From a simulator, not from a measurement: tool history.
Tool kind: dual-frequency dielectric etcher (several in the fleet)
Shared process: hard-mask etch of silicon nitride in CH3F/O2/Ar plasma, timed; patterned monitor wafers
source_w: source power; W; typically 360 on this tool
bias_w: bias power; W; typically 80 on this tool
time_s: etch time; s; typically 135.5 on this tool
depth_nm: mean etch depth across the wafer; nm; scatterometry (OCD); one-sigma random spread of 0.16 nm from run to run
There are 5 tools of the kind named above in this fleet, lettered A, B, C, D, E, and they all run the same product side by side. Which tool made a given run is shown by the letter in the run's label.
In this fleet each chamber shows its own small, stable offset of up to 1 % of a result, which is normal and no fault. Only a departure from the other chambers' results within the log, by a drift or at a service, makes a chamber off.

run    day  source_w  bias_w  time_s  hours since the last wet clean  hours since the last source power generator calibration  hours since the last bias power generator calibration  read-back reference wafer on the same gauge, depth_nm  depth_nm
 1B  0.300       360      80   135.5                           149.0                                                     84.7                                                 1339.7                                                 93.611    95.578
 2E  0.604       360      80   135.5                           478.0                                                   1528.9                                                 4199.5                                                 93.665    94.561
 3C  1.038       360      80   135.5                           175.3                                                   2621.7                                                 1259.8                                                 93.689    94.494
 4D  1.267       360      80   135.5                           421.7                                                   2900.6                                                 3355.8                                                 93.713    94.326
 5A  1.542       360      80   135.5                            44.0                                                   1582.9                                                  578.8                                                 93.721    95.077
 6B  1.762       360      80   135.5                           184.1                                                    119.8                                                 1374.8                                                 93.675    95.563
 7A  2.075       360      80   135.5                            56.8                                                   1595.7                                                  591.6                                                 93.705    94.701
     2.346  -- chamber E: wet clean of the chamber
 8E  2.475       360      80   135.5                             3.1                                                   1573.8                                                 4244.4                                                 93.755    94.535
 9D  2.717       360      80   135.5                           456.5                                                   2935.4                                                 3390.6                                                 93.754    94.450
10C  2.996       360      80   135.5                           222.3                                                   2668.7                                                 1306.8                                                 93.801    94.383
11A  3.267       360      80   135.5                            85.4                                                   1624.3                                                  620.2                                                 93.796    94.731
12E  3.612       360      80   135.5                            30.4                                                   1601.1                                                 4271.7                                                 93.862    94.410
13B  3.883       360      80   135.5                           235.0                                                    170.7                                                 1425.7                                                 93.869    95.655
14D  4.175       360      80   135.5                           491.5                                                   2970.4                                                 3425.6                                                 93.855    94.398
15C  4.467       360      80   135.5                           257.6                                                   2704.0                                                 1342.1                                                 93.919    94.677
16A  4.717       360      80   135.5                           120.2                                                   1659.1                                                  655.0                                                 93.910    95.105
17C  4.992       360      80   135.5                           270.2                                                   2716.6                                                 1354.7                                                 93.971    94.566
18D  5.442       360      80   135.5                           521.9                                                   3000.8                                                 3456.0                                                 93.994    94.703
19B  5.788       360      80   135.5                           280.7                                                    216.4                                                 1471.4                                                 93.984    95.760
20E  6.188       360      80    96.5                            92.2                                                   1662.9                                                 4333.5                                                 93.976    67.529
     6.217  -- chamber E: bias power generator calibrated
21A  6.471       360      80    96.5                           162.3                                                   1701.2                                                  697.1                                                 94.009    67.638
22D  6.771       360      80    96.5                           553.8                                                   3032.7                                                 3487.9                                                 94.027    67.415
23B  6.975       360      80    96.5                           309.2                                                    244.9                                                 1499.9                                                 94.055    68.288
24C  7.238       360      80    96.5                           324.1                                                   2770.5                                                 1408.6                                                 94.037    67.595
25E  7.604       360      80   115.0                           126.2                                                   1696.9                                                   33.4                                                 94.081    80.775
     7.696  -- chamber D: wet clean of the chamber
26C  7.875       360      80   115.0                           339.4                                                   2785.8                                                 1423.9                                                 94.082    80.363
27A  8.192       360      80   115.0                           203.6                                                   1742.5                                                  738.4                                                 94.137    80.805
28D  8.575       360      80   115.0                            21.1                                                   3076.0                                                 3531.2                                                 94.150    80.427
29B  8.942       360      80   115.0                           356.4                                                    292.1                                                 1547.1                                                 94.164    81.653
30E  9.404       360      80   135.5                           169.4                                                   1740.1                                                   76.6                                                 94.247    94.997
31A  9.750       360      80   135.5                           241.0                                                   1779.9                                                  775.8                                                 94.227    95.629

One chamber off, gauge drift, or nothing amiss beyond the chambers' own small offsets? If it is a chamber, which one, and what is the likeliest cause?

No chamber is off; the gauge reading every chamber's wafers drifts, which makes the whole fleet appear to move together.
Cause: gauge reads high (%) = 0.688.
